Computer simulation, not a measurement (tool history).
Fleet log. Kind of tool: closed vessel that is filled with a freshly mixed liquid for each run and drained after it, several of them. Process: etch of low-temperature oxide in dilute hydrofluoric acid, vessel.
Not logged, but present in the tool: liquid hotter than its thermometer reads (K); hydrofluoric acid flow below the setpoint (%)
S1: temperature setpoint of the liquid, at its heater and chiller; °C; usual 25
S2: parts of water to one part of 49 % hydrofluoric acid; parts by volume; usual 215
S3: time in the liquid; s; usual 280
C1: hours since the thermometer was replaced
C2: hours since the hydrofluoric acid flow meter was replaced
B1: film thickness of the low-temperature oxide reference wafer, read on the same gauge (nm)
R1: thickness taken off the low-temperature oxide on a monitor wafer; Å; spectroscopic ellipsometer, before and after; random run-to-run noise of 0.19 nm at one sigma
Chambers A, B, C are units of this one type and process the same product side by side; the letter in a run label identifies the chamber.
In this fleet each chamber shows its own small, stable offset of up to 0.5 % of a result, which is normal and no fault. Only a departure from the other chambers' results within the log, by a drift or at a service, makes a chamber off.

| run | day | S1 | S2 | S3 | C1 | C2 | B1 | R1 |
|---|---|---|---|---|---|---|---|---|
| 1B | 0.129 | 25 | 215 | 280 | 1275.3 | 1114.5 | 139.99 | 246.44 |
| 2A | 0.258 | 25 | 215 | 280 | 2318.5 | 1115.2 | 140 | 241.99 |
| 3C | 0.362 | 25 | 215 | 280 | 324.9 | 473.6 | 140.01 | 245.19 |
| 4B | 0.45 | 25 | 215 | 280 | 1283 | 1122.2 | 139.99 | 241.3 |
| 5C | 0.542 | 25 | 215 | 280 | 329.2 | 477.9 | 139.99 | 247.66 |
| 6A | 0.658 | 25 | 215 | 280 | 2328.1 | 1124.8 | 140.02 | 246.73 |
| 7C | 0.779 | 25 | 215 | 280 | 334.9 | 483.6 | 140.01 | 251.65 |
|  | 0.892 | chamber A: thermometer replaced |
| 8B | 0.917 | 25 | 215 | 280 | 1294.2 | 1133.4 | 140.01 | 243.35 |
| 9A | 1.092 | 25 | 215 | 280 | 4.9 | 1135.2 | 139.99 | 244.15 |
| 10B | 1.254 | 25 | 215 | 280 | 1302.3 | 1141.5 | 140.01 | 245.9 |
| 11C | 1.429 | 25 | 215 | 280 | 350.5 | 499.2 | 140.01 | 247.54 |
| 12A | 1.533 | 25 | 215 | 280 | 15.5 | 1145.8 | 139.97 | 241.99 |
| 13C | 1.683 | 25 | 215 | 280 | 356.6 | 505.3 | 140.01 | 252.44 |
| 14B | 1.775 | 25 | 215 | 280 | 1314.8 | 1154 | 140.04 | 248.31 |
| 15A | 1.9 | 25 | 215 | 280 | 24.3 | 1154.6 | 140 | 246.91 |
| 16A | 2.012 | 25 | 215 | 280 | 27 | 1157.3 | 139.99 | 245.56 |
| 17B | 2.1 | 25 | 215 | 280 | 1322.6 | 1161.8 | 140 | 242.54 |
| 18C | 2.188 | 25 | 215 | 280 | 368.7 | 517.4 | 139.99 | 250.54 |
| 19A | 2.308 | 25 | 215 | 280 | 34.1 | 1164.4 | 140 | 245.45 |
| 20C | 2.483 | 25 | 215 | 280 | 375.8 | 524.5 | 139.96 | 250.84 |
| 21B | 2.667 | 25 | 215 | 280 | 1336.2 | 1175.4 | 140 | 246.21 |
| 22B | 2.829 | 25 | 215 | 280 | 1340.1 | 1179.3 | 140.01 | 249.34 |
| 23C | 2.958 | 25 | 215 | 280 | 387.2 | 535.9 | 140.01 | 253.36 |
| 24A | 3.079 | 25 | 250 | 410 | 52.6 | 1182.9 | 139.97 | 292.76 |
| 25C | 3.225 | 25 | 250 | 410 | 393.6 | 542.3 | 140.01 | 310.76 |
| 26A | 3.358 | 25 | 250 | 410 | 59.3 | 1189.6 | 140.01 | 295.04 |
| 27B | 3.538 | 25 | 215 | 280 | 1357.1 | 1196.3 | 140.01 | 246.28 |
| 28B | 3.7 | 25 | 215 | 280 | 1361 | 1200.2 | 139.99 | 245.59 |
| 29A | 3.783 | 25 | 215 | 280 | 69.5 | 1199.8 | 140.01 | 245.35 |
| 30C | 3.896 | 25 | 215 | 280 | 409.7 | 558.4 | 139.99 | 259.66 |
| 31B | 4.033 | 25 | 215 | 280 | 1369 | 1208.2 | 139.99 | 245.52 |
| 32A | 4.196 | 25 | 215 | 280 | 79.4 | 1209.7 | 139.99 | 245.6 |
| 33C | 4.333 | 25 | 215 | 280 | 420.2 | 568.9 | 140.02 | 259.99 |
| 34C | 4.462 | 25 | 215 | 280 | 423.3 | 572 | 139.98 | 261.94 |
| 35A | 4.546 | 25 | 215 | 280 | 87.8 | 1218.1 | 140 | 245.88 |
| 36B | 4.646 | 25 | 215 | 280 | 1383.7 | 1222.9 | 140.01 | 247.55 |
| 37B | 4.817 | 25 | 215 | 280 | 1387.8 | 1227 | 139.99 | 244.86 |
| 38C | 4.925 | 25 | 215 | 280 | 434.4 | 583.1 | 140.03 | 262.35 |
| 39A | 5.092 | 25 | 215 | 280 | 100.9 | 1231.2 | 140 | 243.27 |
| 40B | 5.254 | 25 | 215 | 280 | 1398.3 | 1237.5 | 139.99 | 246.26 |
| 41A | 5.429 | 25 | 215 | 280 | 109 | 1239.3 | 139.98 | 243.59 |
| 42C | 5.554 | 25 | 215 | 280 | 449.5 | 598.2 | 140.01 | 266.24 |

Has any chamber moved away from the others, gradually or after a service, or does the common gauge drift, or do the chambers differ only by their own small steady offsets? State the chamber and the most likely cause if one applies.

Little by little, chamber C moves away from the other chambers.
Cause: liquid hotter than its thermometer reads (K) = 1.97.
With only this log, it may be confused with: hydrofluoric acid flow above the setpoint (%).

Which of the 4 candidates below, each the usual settings with something changed and its results left as question marks, puts chamber C back in line with what the other chambers give on the usual settings?
A result is in line if it is within this distance of the other chambers' mean on the usual settings: R1 6.5 Å
| 43C-1 | 5.683 | 25 | 220 | 270 |  |  |  | ? |
| 43C-2 | 5.683 | 25 | 210 | 280 |  |  |  | ? |
| 43C-3 | 5.683 | 25 | 215 | 275 |  |  |  | ? |
| 43C-4 | 5.683 | 25 | 215 | 300 |  |  |  | ? |

Average result of the remaining chambers running the usual settings: R1 245.07 Å
| run | R1 |
|---|---|
| 43C-1 | 247.77 |
| 43C-2 | 272.29 |
| 43C-3 | 259.71 |
| 43C-4 | 283.32 |
With 43C-1, the chamber falls back in line with the rest.

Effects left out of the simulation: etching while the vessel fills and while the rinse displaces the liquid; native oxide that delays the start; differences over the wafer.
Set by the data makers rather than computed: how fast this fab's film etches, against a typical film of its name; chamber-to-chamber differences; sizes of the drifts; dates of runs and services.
